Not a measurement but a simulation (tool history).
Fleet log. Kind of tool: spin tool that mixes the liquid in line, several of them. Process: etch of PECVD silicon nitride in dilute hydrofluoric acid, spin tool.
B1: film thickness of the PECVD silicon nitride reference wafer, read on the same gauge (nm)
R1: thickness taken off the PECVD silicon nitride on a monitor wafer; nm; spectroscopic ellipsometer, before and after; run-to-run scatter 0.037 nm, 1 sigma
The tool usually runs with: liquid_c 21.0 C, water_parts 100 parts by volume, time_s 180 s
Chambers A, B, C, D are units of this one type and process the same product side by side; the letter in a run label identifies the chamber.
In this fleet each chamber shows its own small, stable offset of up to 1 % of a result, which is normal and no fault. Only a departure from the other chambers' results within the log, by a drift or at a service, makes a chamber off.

run 1B hour=5.4 | liquid_c=21.0 water_parts=100 time_s=180 | B1=90.036 | R1=7.0130
run 2A hour=10.6 | liquid_c=21.0 water_parts=100 time_s=180 | B1=89.978 | R1=7.0660
run 3C hour=14.3 | liquid_c=21.0 water_parts=100 time_s=180 | B1=90.022 | R1=6.9533
run 4D hour=18.2 | liquid_c=21.0 water_parts=100 time_s=180 | B1=89.950 | R1=6.9849
run 5B hour=23.0 | liquid_c=21.0 water_parts=100 time_s=180 | B1=90.049 | R1=7.0447
run 6A hour=26.9 | liquid_c=21.0 water_parts=100 time_s=180 | B1=89.956 | R1=6.9904
run 7D hour=30.5 | liquid_c=21.0 water_parts=100 time_s=180 | B1=89.994 | R1=6.8973
run 8C hour=35.9 | liquid_c=21.0 water_parts=100 time_s=180 | B1=90.020 | R1=6.9078
run 9A hour=39.2 | liquid_c=21.0 water_parts=100 time_s=180 | B1=89.955 | R1=7.0359
run 10B hour=43.3 | liquid_c=21.0 water_parts=60 time_s=180 | B1=90.011 | R1=11.6490
run 11C hour=48.1 | liquid_c=21.0 water_parts=60 time_s=180 | B1=90.014 | R1=11.1660
run 12D hour=51.5 | liquid_c=21.0 water_parts=60 time_s=180 | B1=89.960 | R1=11.2940
run 13C hour=55.2 | liquid_c=21.0 water_parts=60 time_s=180 | B1=90.036 | R1=11.2140
run 14D hour=58.0 | liquid_c=21.0 water_parts=100 time_s=180 | B1=89.985 | R1=6.9410
run 15B hour=62.6 | liquid_c=21.0 water_parts=100 time_s=180 | B1=89.998 | R1=7.0161
run 16A hour=67.7 | liquid_c=21.0 water_parts=100 time_s=180 | B1=90.024 | R1=7.1224
run 17C hour=72.3 | liquid_c=21.0 water_parts=100 time_s=180 | B1=90.018 | R1=6.8201
run 18D hour=75.0 | liquid_c=17.0 water_parts=125 time_s=180 | B1=90.021 | R1=4.2388
run 19B hour=77.8 | liquid_c=17.0 water_parts=125 time_s=180 | B1=89.993 | R1=4.2920
-- hour=78.0 chamber D: hydrofluoric acid flow meter replaced
run 20A hour=83.0 | liquid_c=17.0 water_parts=125 time_s=180 | B1=89.992 | R1=4.3716
run 21C hour=86.9 | liquid_c=17.0 water_parts=125 time_s=180 | B1=90.001 | R1=4.1267
run 22D hour=89.9 | liquid_c=21.0 water_parts=100 time_s=180 | B1=90.008 | R1=6.9562
run 23B hour=94.7 | liquid_c=21.0 water_parts=100 time_s=180 | B1=90.011 | R1=7.0235
run 24A hour=97.2 | liquid_c=21.0 water_parts=100 time_s=180 | B1=90.005 | R1=7.0825
run 25B hour=101.7 | liquid_c=21.0 water_parts=100 time_s=180 | B1=90.003 | R1=7.0864
run 26A hour=104.4 | liquid_c=21.0 water_parts=100 time_s=180 | B1=89.984 | R1=7.0400
run 27C hour=107.6 | liquid_c=21.0 water_parts=100 time_s=180 | B1=90.009 | R1=6.6473
run 28D hour=111.1 | liquid_c=21.0 water_parts=100 time_s=180 | B1=90.015 | R1=6.8986
run 29A hour=116.1 | liquid_c=21.0 water_parts=100 time_s=180 | B1=90.030 | R1=6.9903
run 30C hour=119.2 | liquid_c=19.5 water_parts=100 time_s=180 | B1=90.027 | R1=5.9596
run 31D hour=124.1 | liquid_c=19.5 water_parts=100 time_s=180 | B1=89.981 | R1=6.2514
run 32B hour=128.2 | liquid_c=19.5 water_parts=100 time_s=180 | B1=89.988 | R1=6.3692

What goes on in this fleet: one chamber off, a drifting gauge, or nothing beyond the chambers' own small offsets? Name the chamber and the cause, if any.

Chamber C drifts away from the others.
Likeliest cause: liquid colder than its thermometer reads (K) = 0.888.
Not necessarily distinguishable in this log from: hydrofluoric acid flow below the setpoint (%).

Chamber C could run next with any of the 4 candidate recipes listed below; each alters the usual settings, and their results appear as question marks. Which one brings its results back in line with what the other chambers deliver on the usual settings?
In line means no further than this from the other chambers' mean on the usual settings: R1 0.1300 nm
run 33C-1 hour=132.2 | liquid_c=21.0 water_parts=105 time_s=165 | R1=?
run 33C-2 hour=132.2 | liquid_c=21.0 water_parts=100 time_s=170 | R1=?
run 33C-3 hour=132.2 | liquid_c=22.0 water_parts=100 time_s=180 | R1=?
run 33C-4 hour=132.2 | liquid_c=23.0 water_parts=100 time_s=180 | R1=?

What the other chambers average on the usual settings: R1 7.0158 nm
run=33C-1 R1=5.7600
run=33C-2 R1=6.2197
run=33C-3 R1=7.0520
run=33C-4 R1=7.5422
33C-3 puts the chamber back in line with the other chambers.

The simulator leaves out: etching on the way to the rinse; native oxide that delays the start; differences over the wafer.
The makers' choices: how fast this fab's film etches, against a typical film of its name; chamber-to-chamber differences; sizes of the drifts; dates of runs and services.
